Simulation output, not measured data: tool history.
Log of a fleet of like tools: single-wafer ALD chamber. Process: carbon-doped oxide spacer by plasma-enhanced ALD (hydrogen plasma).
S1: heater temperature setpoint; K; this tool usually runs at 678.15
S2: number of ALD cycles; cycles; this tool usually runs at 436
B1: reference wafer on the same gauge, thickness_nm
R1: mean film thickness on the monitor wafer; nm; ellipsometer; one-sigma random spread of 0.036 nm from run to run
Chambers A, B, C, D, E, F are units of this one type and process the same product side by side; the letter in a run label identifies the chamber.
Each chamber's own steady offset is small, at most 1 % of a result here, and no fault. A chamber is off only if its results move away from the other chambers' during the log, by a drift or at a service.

run 1F hour=6.1 | S1=678.15 S2=436 | B1=19.105 | R1=21.386
run 2E hour=12 | S1=678.15 S2=436 | B1=19.103 | R1=21.586
run 3C hour=22.6 | S1=678.15 S2=436 | B1=19.117 | R1=21.541
run 4A hour=34.1 | S1=678.15 S2=436 | B1=19.108 | R1=21.675
run 5B hour=42.9 | S1=678.15 S2=436 | B1=19.111 | R1=21.548
run 6D hour=53.1 | S1=678.15 S2=436 | B1=19.126 | R1=21.641
run 7D hour=61 | S1=678.15 S2=436 | B1=19.13 | R1=21.721
run 8A hour=71 | S1=678.15 S2=436 | B1=19.127 | R1=21.651
run 9E hour=81.7 | S1=678.15 S2=436 | B1=19.129 | R1=21.606
run 10F hour=92 | S1=678.15 S2=436 | B1=19.129 | R1=21.413
run 11B hour=98.1 | S1=678.15 S2=436 | B1=19.132 | R1=21.541
run 12C hour=109.8 | S1=678.15 S2=488 | B1=19.155 | R1=24.282
run 13D hour=122 | S1=678.15 S2=488 | B1=19.147 | R1=24.3
run 14E hour=132.1 | S1=678.15 S2=488 | B1=19.155 | R1=24.245
run 15B hour=143.8 | S1=678.15 S2=488 | B1=19.156 | R1=24.12
run 16A hour=151.7 | S1=678.15 S2=488 | B1=19.164 | R1=24.287
run 17F hour=160.4 | S1=678.15 S2=488 | B1=19.156 | R1=23.946
run 18C hour=166.8 | S1=678.15 S2=436 | B1=19.161 | R1=21.723
run 19A hour=179.1 | S1=665.15 S2=369 | B1=19.172 | R1=18.647
run 20E hour=186.3 | S1=665.15 S2=369 | B1=19.173 | R1=18.645
run 21D hour=195 | S1=665.15 S2=369 | B1=19.171 | R1=18.687
run 22C hour=205 | S1=665.15 S2=369 | B1=19.168 | R1=18.646
run 23F hour=213.3 | S1=665.15 S2=369 | B1=19.185 | R1=18.365
run 24B hour=221.8 | S1=665.15 S2=369 | B1=19.192 | R1=18.535
run 25A hour=232.6 | S1=678.15 S2=436 | B1=19.189 | R1=21.696
run 26F hour=239.2 | S1=678.15 S2=436 | B1=19.187 | R1=21.407
run 27C hour=249.8 | S1=678.15 S2=387 | B1=19.191 | R1=19.252
run 28E hour=261.5 | S1=678.15 S2=387 | B1=19.195 | R1=19.209
run 29B hour=274.7 | S1=678.15 S2=387 | B1=19.204 | R1=19.206
run 30D hour=282.7 | S1=678.15 S2=387 | B1=19.202 | R1=19.297
run 31C hour=291.4 | S1=678.15 S2=387 | B1=19.208 | R1=19.22
run 32D hour=299 | S1=678.15 S2=387 | B1=19.214 | R1=19.283
run 33E hour=310 | S1=678.15 S2=436 | B1=19.209 | R1=21.767
run 34B hour=318.5 | S1=678.15 S2=436 | B1=19.222 | R1=21.67
run 35A hour=324.9 | S1=678.15 S2=436 | B1=19.225 | R1=21.709
run 36F hour=334.1 | S1=678.15 S2=436 | B1=19.218 | R1=21.468

Predict what each chamber gives when all 6 of them run the settings below next.
run 37A hour=343.7 | S1=678.15 S2=489 | R1=?
run 37B hour=343.7 | S1=678.15 S2=489 | R1=?
run 37C hour=343.7 | S1=678.15 S2=489 | R1=?
run 37D hour=343.7 | S1=678.15 S2=489 | R1=?
run 37E hour=343.7 | S1=678.15 S2=489 | R1=?
run 37F hour=343.7 | S1=678.15 S2=489 | R1=?

run=37A R1=24.461
run=37B R1=24.25
run=37C R1=24.337
run=37D R1=24.47
run=37E R1=24.337
run=37F R1=24.117
